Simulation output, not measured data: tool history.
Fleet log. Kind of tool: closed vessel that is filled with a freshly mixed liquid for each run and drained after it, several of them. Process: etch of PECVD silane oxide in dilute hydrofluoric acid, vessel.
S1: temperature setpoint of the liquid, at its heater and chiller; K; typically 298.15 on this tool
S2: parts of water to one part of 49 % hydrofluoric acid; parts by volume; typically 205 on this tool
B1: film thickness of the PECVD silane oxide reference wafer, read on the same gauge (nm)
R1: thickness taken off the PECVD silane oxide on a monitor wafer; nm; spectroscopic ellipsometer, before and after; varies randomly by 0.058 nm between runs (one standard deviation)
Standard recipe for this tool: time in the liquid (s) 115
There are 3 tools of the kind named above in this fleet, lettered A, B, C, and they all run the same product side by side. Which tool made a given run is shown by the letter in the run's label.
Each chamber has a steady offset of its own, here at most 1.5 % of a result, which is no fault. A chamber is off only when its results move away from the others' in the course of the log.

Run 1C, hour 5.8: usual settings; B1 70.007. Result: R1 11.03 nm.
Run 2B, hour 12.3: usual settings; B1 70.046. Result: R1 11.047 nm.
Run 3A, hour 16.1: usual settings; B1 69.925. Result: R1 11.133 nm.
Run 4B, hour 21.1: usual settings; B1 70.01. Result: R1 11.066 nm.
Run 5C, hour 25.7: usual settings; B1 70.033. Result: R1 10.979 nm.
Run 6A, hour 33.6: usual settings; B1 69.993. Result: R1 11.052 nm.
Run 7C, hour 37.7: usual settings; B1 69.994. Result: R1 11.031 nm.
Run 8B, hour 46.1: usual settings; B1 69.986. Result: R1 10.985 nm.
Run 9A, hour 54.2: usual settings; B1 69.977. Result: R1 11.149 nm.
Run 10B, hour 61.4: usual settings; B1 69.995. Result: R1 11.135 nm.
Run 11A, hour 69: usual settings but S2 300 parts by volume, time in the liquid (s) 160; B1 69.98. Result: R1 9.6759 nm.
Run 12C, hour 75.3: usual settings but S2 300 parts by volume, time in the liquid (s) 160; B1 70.026. Result: R1 9.5656 nm.
Run 13C, hour 80.9: usual settings but S2 300 parts by volume, time in the liquid (s) 160; B1 69.994. Result: R1 9.6095 nm.
Run 14B, hour 87.7: usual settings; B1 70.004. Result: R1 11.087 nm.
Run 15A, hour 91.7: usual settings; B1 70.019. Result: R1 11.427 nm.
Run 16A, hour 97.2: usual settings; B1 69.999. Result: R1 11.388 nm.
Run 17C, hour 105.1: usual settings; B1 70.016. Result: R1 11.05 nm.
Run 18B, hour 111.5: usual settings; B1 70.019. Result: R1 11.147 nm.
Run 19A, hour 118.8: usual settings but S1 300.65 K, time in the liquid (s) 140; B1 69.957. Result: R1 15.364 nm.
Run 20B, hour 124.7: usual settings but S1 300.65 K, time in the liquid (s) 140; B1 70.001. Result: R1 14.665 nm.
Run 21C, hour 133: usual settings but S1 300.65 K, time in the liquid (s) 140; B1 69.976. Result: R1 14.572 nm.
Run 22A, hour 140.2: usual settings; B1 70.02. Result: R1 11.657 nm.
Run 23B, hour 147.7: usual settings; B1 70.03. Result: R1 11.075 nm.
Run 24C, hour 152.9: usual settings; B1 70.019. Result: R1 11.041 nm.
Run 25B, hour 159.6: usual settings; B1 69.975. Result: R1 11.076 nm.
Run 26C, hour 164.3: usual settings but S1 294.65 K, time in the liquid (s) 140; B1 70.015. Result: R1 11.755 nm.
Run 27A, hour 172.2: usual settings but S1 294.65 K, time in the liquid (s) 140; B1 70.044. Result: R1 12.624 nm.
Run 28B, hour 177: usual settings but S1 294.65 K, time in the liquid (s) 140; B1 69.993. Result: R1 11.841 nm.
Run 29A, hour 182.2: usual settings; B1 69.997. Result: R1 11.911 nm.

Next, every chamber runs the same settings. What will each give?
Run 30A, hour 188.3: usual settings. Result: R1 ?.
Run 30B, hour 188.3: usual settings. Result: R1 ?.
Run 30C, hour 188.3: usual settings. Result: R1 ?.

run      R1
30A  11.925
30B  11.043
30C  11.082
